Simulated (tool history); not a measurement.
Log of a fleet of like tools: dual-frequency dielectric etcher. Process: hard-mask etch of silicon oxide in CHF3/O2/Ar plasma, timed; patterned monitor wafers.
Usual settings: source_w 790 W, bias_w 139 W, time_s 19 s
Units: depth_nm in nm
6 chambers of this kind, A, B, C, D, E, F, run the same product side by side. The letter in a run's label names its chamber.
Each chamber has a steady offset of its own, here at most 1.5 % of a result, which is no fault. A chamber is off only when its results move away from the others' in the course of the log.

run   hour  source_w  bias_w  time_s  hours since the last wet clean  hours since the last source power generator calibration  hours since the last bias power generator calibration  read-back reference wafer on the same gauge, depth_nm  depth_nm
 1E    9.3       790     139      19                           307.2                                                    166.8                                                  769.1                                                 33.591    37.852
 2B   18.1       790     139      19                           338.5                                                   4540.9                                                 1189.2                                                 33.597    38.104
 3D   31.6       790     139      19                            96.1                                                   1465.1                                                 1779.2                                                 33.589    38.765
 4A   38.5       790     139      19                           362.4                                                    374.3                                                  860.3                                                 33.575    38.132
 5C   45.5       790     139      19                           119.9                                                      636                                                 3247.6                                                 33.582    38.339
 6F   58.6       790     139      19                           369.6                                                    939.9                                                  255.2                                                 33.573    38.589
 7A   67.3       790     139      19                           391.2                                                    403.1                                                  889.1                                                 33.566    38.311
 8B   74.1       790     139      19                           394.5                                                   4596.9                                                 1245.2                                                 33.561    38.032
 9C   86.7       790     139      19                           161.1                                                    677.2                                                 3288.8                                                 33.566    38.178
10F   96.2       790     139      19                           407.2                                                    977.5                                                  292.8                                                 33.548    38.707
      97.6  -- chamber A: wet clean of the chamber
     110.4  -- chamber E: wet clean of the chamber
11E  111.2       790     139      23                             0.9                                                    268.7                                                    871                                                 33.551      45.8
     122.9  -- chamber F: wet clean of the chamber
12D  125.1       790     139      23                           189.6                                                   1558.6                                                 1872.7                                                 33.528    46.645
13C  132.9       790     139      23                           207.3                                                    723.4                                                   3335                                                 33.537     46.35
14E  140.7       790     139      23                            30.4                                                    298.2                                                  900.5                                                 33.526    45.784
15F  148.6       790     139      23                            25.7                                                   1029.9                                                  345.2                                                 33.518    46.737
16A  159.3       790     139      23                            61.8                                                    495.1                                                  981.1                                                 33.521    46.374
17B  170.7       790     139      19                           491.1                                                   4693.5                                                 1341.8                                                  33.52    37.989
     173.1  -- chamber B: wet clean of the chamber
18D  183.5       790     139      19                             248                                                     1617                                                 1931.1                                                 33.502     38.63
     189.6  -- chamber B: source power generator calibrated
19B  191.6       790     139      19                            18.6                                                      2.1                                                 1362.7                                                 33.501    37.958
20A  201.6       790     139      19                           104.1                                                    537.4                                                 1023.4                                                 33.495    38.178
21F    214       790     111      21                            91.1                                                   1095.3                                                  410.6                                                 33.498    39.903
22D  225.9       790     111      21                           290.4                                                   1659.4                                                 1973.5                                                 33.493     39.89
23C  232.9       790     111      21                           307.3                                                    823.4                                                   3435                                                 33.473    39.269
24E  242.3       790     111      21                             132                                                    399.8                                                 1002.1                                                 33.483    38.912
25A  257.3       790     111      21                           159.8                                                    593.1                                                 1079.1                                                 33.484    39.396
     269.4  -- chamber D: wet clean of the chamber
26E  270.3       790     111      21                             160                                                    427.8                                                 1030.1                                                 33.468    38.878
27D    279       790     139      19                             9.7                                                   1712.5                                                 2026.6                                                 33.463    38.582
28B  285.9       790     139      19                           112.9                                                     96.4                                                   1457                                                 33.462    37.971
29C  293.2       790     139      19                           367.6                                                    883.7                                                 3495.3                                                 33.452    38.092
30F  303.2       790     139      19                           180.3                                                   1184.5                                                  499.8                                                 33.465    38.484
31E  311.4       790     139      21                           201.1                                                    468.9                                                 1071.2                                                 33.448    41.648
     318.1  -- chamber C: wet clean of the chamber
32D  321.3       790     139      21                              52                                                   1754.8                                                 2068.9                                                 33.452    42.773
33B  332.6       790     139      21                           159.6                                                    143.1                                                 1503.7                                                 33.435    42.007
34C  347.4       790     139      21                            29.4                                                    937.9                                                 3549.5                                                 33.424    42.173
35F  362.3       790     139      21                           239.4                                                   1243.6                                                  558.9                                                 33.429    42.631
36A  373.9       790     139      21                           276.4                                                    709.7                                                 1195.7                                                 33.431     42.08
37A  383.3       790     139      19                           285.8                                                    719.1                                                 1205.1                                                 33.418     38.15
38E  392.1       790     109      19                           281.8                                                    549.6                                                 1151.9                                                 33.405    34.944
39C  406.8       790     109      19                            88.8                                                    997.3                                                 3608.9                                                   33.4     35.37
     408.8  -- chamber D: bias power generator calibrated
40D  421.1       790     109      19                           151.8                                                   1854.6                                                   12.4                                                 33.405    35.628
41F  431.2       790     109      19                           308.3                                                   1312.5                                                  627.8                                                 33.389    35.701

Is one chamber off against the others, does the gauge drift, or is nothing wrong? If a chamber is off, say which, and what the likeliest cause is.

The gauge drifts, so all chambers seem to drift together. No chamber is off.
Cause: gauge reads low (%) = 0.628.
